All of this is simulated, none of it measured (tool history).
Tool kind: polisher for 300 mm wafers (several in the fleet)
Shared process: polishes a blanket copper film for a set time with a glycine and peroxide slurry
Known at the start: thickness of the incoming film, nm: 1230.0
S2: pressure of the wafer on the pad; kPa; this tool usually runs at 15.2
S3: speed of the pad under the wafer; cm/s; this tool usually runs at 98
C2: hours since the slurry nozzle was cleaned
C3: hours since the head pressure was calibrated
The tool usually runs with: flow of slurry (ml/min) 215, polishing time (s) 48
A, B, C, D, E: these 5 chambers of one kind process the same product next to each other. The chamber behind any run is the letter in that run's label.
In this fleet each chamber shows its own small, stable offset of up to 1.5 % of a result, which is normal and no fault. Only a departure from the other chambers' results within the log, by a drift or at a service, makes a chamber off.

At hour 3.7: chamber A: slurry nozzle cleaned.
Run 1A, hour 7.2: usual settings; wafers polished on this pad 450; C2 3.5; C3 611. Result: film removed (Å) 2452.8.
Run 2D, hour 11.4: usual settings; wafers polished on this pad 362; C2 843.4; C3 329.9. Result: film removed (Å) 2446.9.
At hour 14.9: chamber D: slurry nozzle cleaned.
Run 3E, hour 17: usual settings; wafers polished on this pad 508; C2 537.1; C3 1020. Result: film removed (Å) 2416.2.
Run 4C, hour 21: usual settings; wafers polished on this pad 705; C2 202.8; C3 529.9. Result: film removed (Å) 2432.6.
Run 5B, hour 24.6: usual settings but flow of slurry (ml/min) 170, polishing time (s) 61; wafers polished on this pad 457; C2 219.6; C3 1148.1. Result: film removed (Å) 3000.2.
At hour 26.6: chamber C: worn pad replaced by a new one.
Run 6C, hour 32.3: usual settings but flow of slurry (ml/min) 170, polishing time (s) 61; wafers polished on this pad 33; C2 214.1; C3 541.2. Result: film removed (Å) 3026.3.
Run 7A, hour 38.1: usual settings but flow of slurry (ml/min) 170, polishing time (s) 61; wafers polished on this pad 633; C2 34.4; C3 641.9. Result: film removed (Å) 2987.8.
At hour 39.8: chamber B: head pressure recalibrated.
At hour 42.9: chamber E: worn pad replaced by a new one.
Run 8B, hour 44.3: usual settings but flow of slurry (ml/min) 170, polishing time (s) 61; wafers polished on this pad 573; C2 239.3; C3 4.5. Result: film removed (Å) 2995.1.
Run 9D, hour 51.3: usual settings but flow of slurry (ml/min) 170, polishing time (s) 61; wafers polished on this pad 598; C2 36.4; C3 369.8. Result: film removed (Å) 2985.2.
Run 10E, hour 55.2: usual settings; wafers polished on this pad 72; C2 575.3; C3 1058.2. Result: film removed (Å) 2418.5.
Run 11E, hour 62.2: usual settings; wafers polished on this pad 114; C2 582.3; C3 1065.2. Result: film removed (Å) 2413.3.
At hour 64.5: chamber C: head pressure recalibrated.
Run 12D, hour 66.1: usual settings; wafers polished on this pad 685; C2 51.2; C3 384.6. Result: film removed (Å) 2450.3.
Run 13A, hour 70.5: usual settings; wafers polished on this pad 824; C2 66.8; C3 674.3. Result: film removed (Å) 2454.3.
Run 14B, hour 78.4: usual settings but S3 74 cm/s; wafers polished on this pad 774; C2 273.4; C3 38.6. Result: film removed (Å) 1972.6.
Run 15C, hour 84.2: usual settings but S3 74 cm/s; wafers polished on this pad 340; C2 266; C3 19.7. Result: film removed (Å) 2005.3.
At hour 88.2: chamber A: head pressure recalibrated.
Run 16D, hour 91.4: usual settings but S3 74 cm/s; wafers polished on this pad 834; C2 76.5; C3 409.9. Result: film removed (Å) 1974.4.
Run 17E, hour 96.4: usual settings but S3 74 cm/s; wafers polished on this pad 315; C2 616.5; C3 1099.4. Result: film removed (Å) 1972.
Run 18C, hour 101.7: usual settings but S3 74 cm/s; wafers polished on this pad 443; C2 283.5; C3 37.2. Result: film removed (Å) 2011.6.
Run 19B, hour 106.1: usual settings; wafers polished on this pad 938; C2 301.1; C3 66.3. Result: film removed (Å) 2412.7.
Run 20A, hour 111.2: usual settings; wafers polished on this pad 1064; C2 107.5; C3 23. Result: film removed (Å) 2203.1.
Run 21A, hour 116: usual settings; wafers polished on this pad 1092; C2 112.3; C3 27.8. Result: film removed (Å) 2189.8.
Run 22D, hour 123.6: usual settings; wafers polished on this pad 1024; C2 108.7; C3 442.1. Result: film removed (Å) 2476.8.
Run 23E, hour 130.4: usual settings but flow of slurry (ml/min) 260, polishing time (s) 39; wafers polished on this pad 516; C2 650.5; C3 1133.4. Result: film removed (Å) 2006.
Run 24C, hour 134.3: usual settings but flow of slurry (ml/min) 260, polishing time (s) 39; wafers polished on this pad 635; C2 316.1; C3 69.8. Result: film removed (Å) 2075.4.
At hour 134.9: chamber D: worn pad replaced by a new one.
Run 25B, hour 137.8: usual settings but flow of slurry (ml/min) 260, polishing time (s) 39; wafers polished on this pad 1125; C2 332.8; C3 98. Result: film removed (Å) 2032.4.
Run 26A, hour 142.4: usual settings but flow of slurry (ml/min) 260, polishing time (s) 39; wafers polished on this pad 1248; C2 138.7; C3 54.2. Result: film removed (Å) 1836.3.
At hour 143.1: chamber B: worn pad replaced by a new one.
At hour 147: chamber A: worn pad replaced by a new one.
Run 27D, hour 147.7: usual settings but flow of slurry (ml/min) 260, polishing time (s) 39; wafers polished on this pad 75; C2 132.8; C3 466.2. Result: film removed (Å) 2060.6.
Run 28B, hour 155.7: usual settings; wafers polished on this pad 74; C2 350.7; C3 115.9. Result: film removed (Å) 2356.2.
At hour 159: chamber E: slurry nozzle cleaned.
At hour 159.1: chamber C: worn pad replaced by a new one.
Run 29E, hour 161.4: usual settings but flow of slurry (ml/min) 265, polishing time (s) 53; wafers polished on this pad 699; C2 2.4; C3 1164.4. Result: film removed (Å) 2776.4.
Run 30C, hour 168.3: usual settings but flow of slurry (ml/min) 265, polishing time (s) 53; wafers polished on this pad 54; C2 350.1; C3 103.8. Result: film removed (Å) 2779.4.
At hour 171.9: chamber E: worn pad replaced by a new one.
Run 31B, hour 172.2: usual settings but flow of slurry (ml/min) 265, polishing time (s) 53; wafers polished on this pad 171; C2 367.2; C3 132.4. Result: film removed (Å) 2770.4.
Run 32C, hour 176.6: usual settings but flow of slurry (ml/min) 265, polishing time (s) 53; wafers polished on this pad 103; C2 358.4; C3 112.1. Result: film removed (Å) 2832.6.
Run 33E, hour 180.6: usual settings but flow of slurry (ml/min) 265, polishing time (s) 53; wafers polished on this pad 51; C2 21.6; C3 1183.6. Result: film removed (Å) 2782.6.
Run 34A, hour 188.3: usual settings; wafers polished on this pad 243; C2 184.6; C3 100.1. Result: film removed (Å) 2185.5.

Next, all 5 chambers run the settings below, one line each with question marks for the results. What does each chamber give?
Run 35A, hour 194.1: usual settings but S3 128 cm/s. Result: film removed (Å) ?.
Run 35B, hour 194.1: usual settings but S3 128 cm/s. Result: film removed (Å) ?.
Run 35C, hour 194.1: usual settings but S3 128 cm/s. Result: film removed (Å) ?.
Run 35D, hour 194.1: usual settings but S3 128 cm/s. Result: film removed (Å) ?.
Run 35E, hour 194.1: usual settings but S3 128 cm/s. Result: film removed (Å) ?.

run  film removed (Å)
35A            2746.2
35B            3106.9
35C            3044.3
35D            3030.8
35E              3013
